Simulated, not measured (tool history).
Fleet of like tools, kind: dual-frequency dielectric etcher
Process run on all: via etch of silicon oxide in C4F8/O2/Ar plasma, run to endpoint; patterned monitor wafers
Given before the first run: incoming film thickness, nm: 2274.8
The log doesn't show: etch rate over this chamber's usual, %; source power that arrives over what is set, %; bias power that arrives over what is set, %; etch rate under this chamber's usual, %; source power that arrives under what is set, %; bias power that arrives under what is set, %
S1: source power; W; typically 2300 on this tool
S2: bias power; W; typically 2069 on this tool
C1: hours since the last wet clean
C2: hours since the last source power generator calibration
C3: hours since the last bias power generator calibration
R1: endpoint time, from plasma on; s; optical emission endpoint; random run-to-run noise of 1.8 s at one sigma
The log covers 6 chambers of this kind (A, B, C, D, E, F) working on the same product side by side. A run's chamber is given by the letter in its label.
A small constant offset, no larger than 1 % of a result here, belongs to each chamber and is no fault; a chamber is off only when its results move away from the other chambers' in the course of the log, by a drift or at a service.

run   hour    S1    S2     C1      C2      C3      R1
 1E    2.9  2300  2069  420.8   131.1  1553.6   420.4
 2D    7.6  2300  2069  396.3   271.4   826.4  423.72
 3A   12.6  2300  2069     28    1253  1630.3  426.13
 4B   16.6  2300  2069  139.3   131.8  2835.7  422.63
 5F   21.3  2300  2069    260   348.4  1186.2   416.3
 6C   25.5  2300  2069  306.6  2710.9   378.7  422.29
 7A     29  2300  2069   44.4  1269.4  1646.7  426.11
 8F   32.6  2300  2069  271.3   359.7  1197.5  416.47
 9B   37.5  2300  2069  160.2   152.7  2856.6  420.34
10D   40.7  2300  2069  429.4   304.5   859.5  425.89
11E   44.9  2300  2069  462.8   173.1  1595.6  418.22
12C   49.3  2300  2069  330.4  2734.7   402.5  421.43
13F   52.6  2300  2069  291.3   379.7  1217.5  416.49
14B   56.3  2300  2069    179   171.5  2875.4  422.29
15E   58.4  2300  2069  476.3   186.6  1609.1  420.47
16A   61.9  2300  2069   77.3  1302.3  1679.6   422.3
17C   64.4  2300  2069  345.5  2749.8   417.6  421.69
18D   67.5  2300  2069  456.2   331.3   886.3  424.23
19C   69.8  2300  2069  350.9  2755.2     423  423.78
20F     72  2300  2069  310.7   399.1  1236.9  415.89
21D   75.1  2300  2069  463.8   338.9   893.9  423.18
22B   79.8  2300  2069  202.5     195  2898.9  420.78
23A   84.7  2300  2069  100.1  1325.1  1702.4  423.68
24E   88.8  2300  2069  506.7     217  1639.5  420.46
25A     91  2300  2069  106.4  1331.4  1708.7  427.37
26C   93.9  2300  2069    375  2779.3   447.1  421.49
27B   97.7  2300  2069  220.4   212.9  2916.8  423.29
      99.5  -- chamber C: wet clean of the chamber
28F    100  1830  2291  338.7   427.1  1264.9  446.72
29D  102.9  1830  2291  491.6   366.7   921.7  449.27
30E  107.4  1830  2291  525.3   235.6  1658.1   447.5
31D    111  1830  2291  499.7   374.8   929.8  447.77
32A  113.5  1830  2291  128.9  1353.9  1731.2   451.5
33E  117.4  1830  2291  535.3   245.6  1668.1  449.58
       121  -- chamber E: wet clean of the chamber
34C  121.5  2300  2069   22.1  2806.9   474.7  421.14
35F  126.4  2300  2069  365.1   453.5  1291.3  418.02
36B  129.6  2300  2069  252.3   244.8  2948.7  420.47
37A  133.5  2300  2069  148.9  1373.9  1751.2  421.34
38D  138.2  2300  2069  526.9     402     957  422.04
39F  140.9  2300  2069  379.6     468  1305.8  416.11
40E  145.3  2300  2069   24.4   273.5    1696  422.18
41C  149.1  2300  2312   49.7  2834.5   502.3  407.56
42B  152.4  2300  2312  275.1   267.6  2971.5  406.18
43D  155.3  2300  2312    544   419.1   974.1  410.46

All chambers now run identical settings, listed one chamber a line with results as question marks. What results will each chamber show?
44A  158.9  2300  2069               ?
44B  158.9  2300  2069               ?
44C  158.9  2300  2069               ?
44D  158.9  2300  2069               ?
44E  158.9  2300  2069               ?
44F  158.9  2300  2069               ?

run      R1
44A  421.64
44B  417.99
44C  423.65
44D   425.4
44E  419.92
44F  417.64
